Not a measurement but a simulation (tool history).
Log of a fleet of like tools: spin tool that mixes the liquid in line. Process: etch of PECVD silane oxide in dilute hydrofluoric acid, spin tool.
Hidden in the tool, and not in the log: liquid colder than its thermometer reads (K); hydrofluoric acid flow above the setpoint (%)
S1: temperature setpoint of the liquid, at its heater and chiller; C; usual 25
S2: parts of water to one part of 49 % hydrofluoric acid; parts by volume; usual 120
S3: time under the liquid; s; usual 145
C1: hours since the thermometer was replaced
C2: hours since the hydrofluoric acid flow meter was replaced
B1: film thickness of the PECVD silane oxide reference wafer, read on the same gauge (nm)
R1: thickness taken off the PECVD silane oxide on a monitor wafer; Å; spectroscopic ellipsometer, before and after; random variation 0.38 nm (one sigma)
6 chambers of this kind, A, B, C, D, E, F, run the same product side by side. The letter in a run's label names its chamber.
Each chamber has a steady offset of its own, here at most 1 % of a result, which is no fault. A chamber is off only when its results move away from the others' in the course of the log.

{"run": "1D", "hour": 4.1, "S1": 25, "S2": 120, "S3": 145, "C1": 1488.8, "C2": 201.4, "B1": 70, "R1": 410.06}
{"run": "2F", "hour": 8.0, "S1": 25, "S2": 120, "S3": 145, "C1": 1679.2, "C2": 987.1, "B1": 70.012, "R1": 409.97}
{"run": "3E", "hour": 12.1, "S1": 25, "S2": 120, "S3": 145, "C1": 819.2, "C2": 278.4, "B1": 70.02, "R1": 404.01}
{"run": "4B", "hour": 15.7, "S1": 25, "S2": 120, "S3": 145, "C1": 1614.7, "C2": 1136.2, "B1": 70.028, "R1": 416.28}
{"run": "5A", "hour": 18.1, "S1": 25, "S2": 120, "S3": 145, "C1": 752.6, "C2": 1829.5, "B1": 70.029, "R1": 405.06}
{"run": "6C", "hour": 20.2, "S1": 25, "S2": 120, "S3": 145, "C1": 703.7, "C2": 416.6, "B1": 69.983, "R1": 412.65}
{"run": "7C", "hour": 22.2, "S1": 25, "S2": 120, "S3": 145, "C1": 705.7, "C2": 418.6, "B1": 69.989, "R1": 403.11}
{"run": "8A", "hour": 24.7, "S1": 25, "S2": 120, "S3": 145, "C1": 759.2, "C2": 1836.1, "B1": 70.002, "R1": 403.12}
{"run": "9E", "hour": 26.8, "S1": 25, "S2": 120, "S3": 90, "C1": 833.9, "C2": 293.1, "B1": 70.004, "R1": 253.16}
{"run": "10B", "hour": 29.9, "S1": 25, "S2": 120, "S3": 90, "C1": 1628.9, "C2": 1150.4, "B1": 70.026, "R1": 258.97}
{"run": "11D", "hour": 31.8, "S1": 25, "S2": 120, "S3": 90, "C1": 1516.5, "C2": 229.1, "B1": 70.003, "R1": 253.6}
{"run": "12F", "hour": 34.3, "S1": 25, "S2": 120, "S3": 90, "C1": 1705.5, "C2": 1013.4, "B1": 70.019, "R1": 256.46}
{"run": "13E", "hour": 36.5, "S1": 25, "S2": 120, "S3": 90, "C1": 843.6, "C2": 302.8, "B1": 69.971, "R1": 255.9}
{"run": "14D", "hour": 40.0, "S1": 25, "S2": 120, "S3": 90, "C1": 1524.7, "C2": 237.3, "B1": 69.997, "R1": 255.54}
{"run": "15F", "hour": 43.2, "S1": 25, "S2": 120, "S3": 145, "C1": 1714.4, "C2": 1022.3, "B1": 70.011, "R1": 407.09}
{"run": "16A", "hour": 46.9, "S1": 25, "S2": 120, "S3": 145, "C1": 781.4, "C2": 1858.3, "B1": 69.986, "R1": 400.49}
{"run": "17C", "hour": 50.9, "S1": 25, "S2": 120, "S3": 145, "C1": 734.4, "C2": 447.3, "B1": 69.986, "R1": 406.23}
{"run": "18B", "hour": 54.3, "S1": 25, "S2": 120, "S3": 145, "C1": 1653.3, "C2": 1174.8, "B1": 70.012, "R1": 412.89}
{"run": "19D", "hour": 56.8, "S1": 25, "S2": 120, "S3": 145, "C1": 1541.5, "C2": 254.1, "B1": 69.944, "R1": 403.4}
{"run": "20B", "hour": 60.2, "S1": 25, "S2": 120, "S3": 145, "C1": 1659.2, "C2": 1180.7, "B1": 70.015, "R1": 401.96}
{"run": "21C", "hour": 64.3, "S1": 25, "S2": 120, "S3": 145, "C1": 747.8, "C2": 460.7, "B1": 70.02, "R1": 407.98}
{"run": "22E", "hour": 67.2, "S1": 25, "S2": 120, "S3": 145, "C1": 874.3, "C2": 333.5, "B1": 70.033, "R1": 412.58}
{"run": "23A", "hour": 71.3, "S1": 25, "S2": 120, "S3": 145, "C1": 805.8, "C2": 1882.7, "B1": 69.997, "R1": 402.56}
{"run": "24F", "hour": 74.3, "S1": 25, "S2": 120, "S3": 145, "C1": 1745.5, "C2": 1053.4, "B1": 69.979, "R1": 408.18}
{"run": "25C", "hour": 77.2, "S1": 25, "S2": 120, "S3": 145, "C1": 760.7, "C2": 473.6, "B1": 69.998, "R1": 411.2}
{"run": "26D", "hour": 81.6, "S1": 25, "S2": 120, "S3": 145, "C1": 1566.3, "C2": 278.9, "B1": 70.007, "R1": 398.36}
{"run": "27F", "hour": 84.8, "S1": 25, "S2": 80, "S3": 105, "C1": 1756, "C2": 1063.9, "B1": 70.002, "R1": 459.95}
{"run": "28A", "hour": 88.5, "S1": 25, "S2": 80, "S3": 105, "C1": 823, "C2": 1899.9, "B1": 69.966, "R1": 463.28}
{"run": "29E", "hour": 92.6, "S1": 25, "S2": 80, "S3": 105, "C1": 899.7, "C2": 358.9, "B1": 70.014, "R1": 479.08}
{"run": "30B", "hour": 96.5, "S1": 25, "S2": 80, "S3": 105, "C1": 1695.5, "C2": 1217, "B1": 69.991, "R1": 462.95}
{"run": "31F", "hour": 99.5, "S1": 25, "S2": 80, "S3": 105, "C1": 1770.7, "C2": 1078.6, "B1": 69.986, "R1": 471.35}
{"run": "32D", "hour": 101.9, "S1": 25, "S2": 80, "S3": 105, "C1": 1586.6, "C2": 299.2, "B1": 69.967, "R1": 461.3}
{"run": "33A", "hour": 103.9, "S1": 25, "S2": 120, "S3": 145, "C1": 838.4, "C2": 1915.3, "B1": 70.018, "R1": 407.03}
{"run": "34E", "hour": 107.0, "S1": 25, "S2": 120, "S3": 145, "C1": 914.1, "C2": 373.3, "B1": 70, "R1": 413.38}
{"run": "35C", "hour": 109.9, "S1": 25, "S2": 120, "S3": 145, "C1": 793.4, "C2": 506.3, "B1": 69.992, "R1": 415.74}
{"run": "36B", "hour": 111.8, "S1": 25, "S2": 155, "S3": 75, "C1": 1710.8, "C2": 1232.3, "B1": 70.029, "R1": 159.72}
{"run": "37B", "hour": 114.5, "S1": 25, "S2": 155, "S3": 75, "C1": 1713.5, "C2": 1235, "B1": 69.978, "R1": 159.13}
{"run": "38D", "hour": 116.7, "S1": 25, "S2": 155, "S3": 75, "C1": 1601.4, "C2": 314, "B1": 70.015, "R1": 156.39}
{"run": "39E", "hour": 120.9, "S1": 25, "S2": 155, "S3": 75, "C1": 928, "C2": 387.2, "B1": 70, "R1": 157.57}
{"run": "40A", "hour": 123.7, "S1": 25, "S2": 155, "S3": 75, "C1": 858.2, "C2": 1935.1, "B1": 69.969, "R1": 154.78}
{"run": "41F", "hour": 126.0, "S1": 25, "S2": 155, "S3": 75, "C1": 1797.2, "C2": 1105.1, "B1": 69.999, "R1": 158.57}

Is one chamber off against the others, does the gauge drift, or is nothing wrong? If a chamber is off, say which, and what the likeliest cause is.

No chamber stands off beyond its own small offset, and the gauge holds steady.
